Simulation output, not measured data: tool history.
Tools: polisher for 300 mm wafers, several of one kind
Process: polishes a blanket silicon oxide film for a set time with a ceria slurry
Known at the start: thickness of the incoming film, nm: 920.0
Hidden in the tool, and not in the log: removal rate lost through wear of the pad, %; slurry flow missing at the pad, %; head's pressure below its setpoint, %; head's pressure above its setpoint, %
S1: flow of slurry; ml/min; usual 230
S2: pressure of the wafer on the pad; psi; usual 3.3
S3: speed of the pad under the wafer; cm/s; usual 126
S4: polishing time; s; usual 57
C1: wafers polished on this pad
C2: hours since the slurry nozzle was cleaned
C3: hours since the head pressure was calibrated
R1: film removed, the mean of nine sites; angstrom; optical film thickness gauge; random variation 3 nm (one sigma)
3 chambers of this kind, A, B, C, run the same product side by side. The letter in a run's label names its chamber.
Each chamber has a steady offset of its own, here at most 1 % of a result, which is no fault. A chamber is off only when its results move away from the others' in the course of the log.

run   hour   S1   S2   S3  S4    C1     C2      C3      R1
 1A    7.6  230  3.3  126  57   646  288.1    48.3  3148.5
       9.4  -- chamber A: worn pad replaced by a new one
 2B   13.5  230  3.3  126  57   479  133.4  1038.1  3082.7
 3C   19.4  230  3.3  126  57   544  420.7    74.7  3171.5
 4B   25.1  230  3.3  126  57   598    145  1049.7  3093.4
 5A   35.9  230  3.3  126  57   272  316.4    76.6  3146.4
      37.9  -- chamber B: worn pad replaced by a new one
 6C   46.5  230  3.3  126  57   822  447.8   101.8  3193.2
 7C   53.3  230  3.3  126  57   892  454.6   108.6  3086.7
      61.7  -- chamber C: slurry nozzle cleaned
 8A   64.4  230  3.3  126  57   564  344.9   105.1    3129
        67  -- chamber A: worn pad replaced by a new one
 9B   70.5  185  3.3  126  57   335  190.4  1095.1  3021.3
10B   77.6  185  3.3  126  57   408  197.5  1102.2  2969.7
11C   88.2  185  3.3  126  57  1250   26.6   143.5  3009.1
12A   97.6  230  3.3  126  57   314  378.1   138.3  3058.2
      98.3  -- chamber B: worn pad replaced by a new one
13C  109.2  230  3.3  126  57  1465   47.6   164.5  3100.1
14B    118  230  3.3  126  57   202  237.9  1142.6  3096.5
15A  125.8  230  2.2  126  57   604  406.3   166.5  2071.7
16C  136.3  230  2.2  126  57  1743   74.7   191.6  2012.8
     139.3  -- chamber A: worn pad replaced by a new one
17B  148.3  230  2.2  126  57   513  268.2  1172.9  2063.8
     157.3  -- chamber B: worn pad replaced by a new one
18A  158.2  230  3.3  106  76   194  438.7   198.9  3451.4
19B  167.5  230  3.3  106  76   105  287.4  1192.1  3487.1
20A  178.8  230  3.3  106  76   405  459.3   219.5    3489
21C  190.6  230  3.3  126  57  2300    129   245.9  3044.4
     198.2  -- chamber A: slurry nozzle cleaned
     199.1  -- chamber A: worn pad replaced by a new one
22A  199.8  230  3.3  126  57     7    1.6   240.5  3097.4
23B  210.9  230  3.3  126  57   550  330.8  1235.5  3092.8
24C  216.3  230  3.3  126  57  2564  154.7   271.6    2966
     219.6  -- chamber B: worn pad replaced by a new one
25A  224.6  230  3.3  126  57   261   26.4   265.3  3106.5
26C  235.5  230  3.3  126  57  2761  173.9   290.8  2961.1
27B  242.8  230  3.3  126  57   238  362.7  1267.4    3131
28A  252.2  230  3.3  126  57   544     54   292.9  3151.6
     254.8  -- chamber A: worn pad replaced by a new one
29B  257.9  230  3.3  126  57   393  377.8  1282.5  3048.6
30C  269.2  230  3.3  148  57  3107  207.6   324.5  3388.9
31B  276.6  230  3.3  148  57   584  396.5  1301.2  3668.9
32C  282.4  230  3.3  148  57  3242  220.8   337.7  3393.7
     289.1  -- chamber B: worn pad replaced by a new one
33A  294.1  230  3.3  126  57   403   95.9   334.8  3125.7
34B  300.6  230  3.3  126  57   118  420.5  1325.2  3084.4

Is one chamber off against the others, does the gauge drift, or is nothing wrong? If a chamber is off, say which, and what the likeliest cause is.

Chamber C drifts away from the others.
Cause: removal rate lost through wear of the pad, % = 8.
The log may not tell that from: slurry flow missing at the pad, %; head's pressure below its setpoint, %.

Here are 4 candidates for chamber C's next run, each the usual settings with a change, their results left as question marks. Which one brings its results back in line with what the others give on the usual settings?
In line means no further than this from the other chambers' mean on the usual settings: R1 100 angstrom
35C-1  309.3  230  3.5  132  59               ?
35C-2  309.3  230  3.3  136  57               ?
35C-3  309.3  225  3.3  110  57               ?
35C-4  309.3  230  3.2  124  56               ?

The other chambers' mean on the usual settings: R1 3093.4 angstrom
  run      R1
35C-1  3321.1
35C-2    3113
35C-3  2518.6
35C-4  2705.9
35C-2 brings the chamber back in line.

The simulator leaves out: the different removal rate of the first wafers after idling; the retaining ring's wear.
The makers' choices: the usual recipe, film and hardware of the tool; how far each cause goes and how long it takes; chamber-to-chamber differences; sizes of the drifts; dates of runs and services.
